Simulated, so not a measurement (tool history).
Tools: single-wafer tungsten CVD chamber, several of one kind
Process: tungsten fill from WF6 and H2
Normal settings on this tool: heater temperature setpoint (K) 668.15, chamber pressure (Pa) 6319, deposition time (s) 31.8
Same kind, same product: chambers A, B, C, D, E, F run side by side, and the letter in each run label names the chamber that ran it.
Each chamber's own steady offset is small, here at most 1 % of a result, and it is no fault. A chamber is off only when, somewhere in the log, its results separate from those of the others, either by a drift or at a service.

run,hour,heater temperature setpoint (K),chamber pressure (Pa),deposition time (s),"read-back reference wafer on the same gauge, thickness_nm",mean film thickness on the monitor wafer (Å)
1E,2.1,668.15,6319,31.8,83.956,1045.1
2B,5.9,668.15,6319,31.8,83.998,1044.5
3D,8.8,668.15,6319,31.8,83.959,1048.7
# hour 9.3: chamber C: capacitance manometer re-zeroed and calibrated
4C,12.8,668.15,6319,31.8,84.029,1041.7
5A,15.5,668.15,6319,31.8,83.979,1032.9
6F,19.9,668.15,6319,31.8,83.979,1036.8
7A,22.1,668.15,6319,31.8,84.044,1033.6
8E,26.2,668.15,6319,31.8,83.994,1045.2
9C,28.5,668.15,6319,31.8,84.051,1044.6
10F,31.2,668.15,6319,31.8,84.003,1031.5
11B,33.2,668.15,6319,31.8,83.953,1038
12D,37.2,668.15,6319,31.8,83.975,1045
13A,40.4,679.15,6319,31.8,84.048,1270.5
14E,43.7,679.15,6319,31.8,83.984,1274.5
15D,46.2,679.15,6319,31.8,84.038,1282.6
16B,49.5,679.15,6319,31.8,84.032,1266.7
17C,51.7,679.15,6319,31.8,84.004,1272
18F,56.1,679.15,6319,31.8,84.012,1268.1
19E,58.1,668.15,6319,31.8,84.056,1041
20A,61.2,668.15,6319,31.8,84.005,1035.4
21F,64.8,668.15,6319,31.8,83.916,1033.2
22D,67.8,668.15,6319,31.8,83.947,1048.2
# hour 69.8: chamber D: capacitance manometer re-zeroed and calibrated
23C,70.9,668.15,7053,36.8,84.001,1274.9
24B,74.3,668.15,7053,36.8,84.026,1269.7
25E,78.3,668.15,7053,36.8,84.06,1269.4
26B,80.7,668.15,7053,36.8,83.953,1274
27C,84.1,668.15,7053,36.8,84.022,1272.4
28F,87.4,668.15,7053,36.8,84.058,1259.7
29A,90,668.15,6319,31.8,84.074,1035
30D,93.5,668.15,6319,31.8,84,1081.9
31A,96.3,668.15,6319,31.8,84.096,1033.2
32B,99.5,668.15,6319,31.8,84.006,1042.9
33D,102.1,668.15,6319,31.8,84.039,1082.4
34F,104.8,673.15,7373,31.8,84.009,1213.7
35C,106.8,673.15,7373,31.8,83.972,1229.8
36E,109.2,673.15,7373,31.8,83.966,1232.7

For the next run the whole fleet of 6 chambers uses the same settings. Give each chamber's results:
37A,112.4,668.15,6319,31.8,,?
37B,112.4,668.15,6319,31.8,,?
37C,112.4,668.15,6319,31.8,,?
37D,112.4,668.15,6319,31.8,,?
37E,112.4,668.15,6319,31.8,,?
37F,112.4,668.15,6319,31.8,,?

run,mean film thickness on the monitor wafer (Å)
37A,1033.2
37B,1043.7
37C,1046.5
37D,1077.1
37E,1043.6
37F,1033
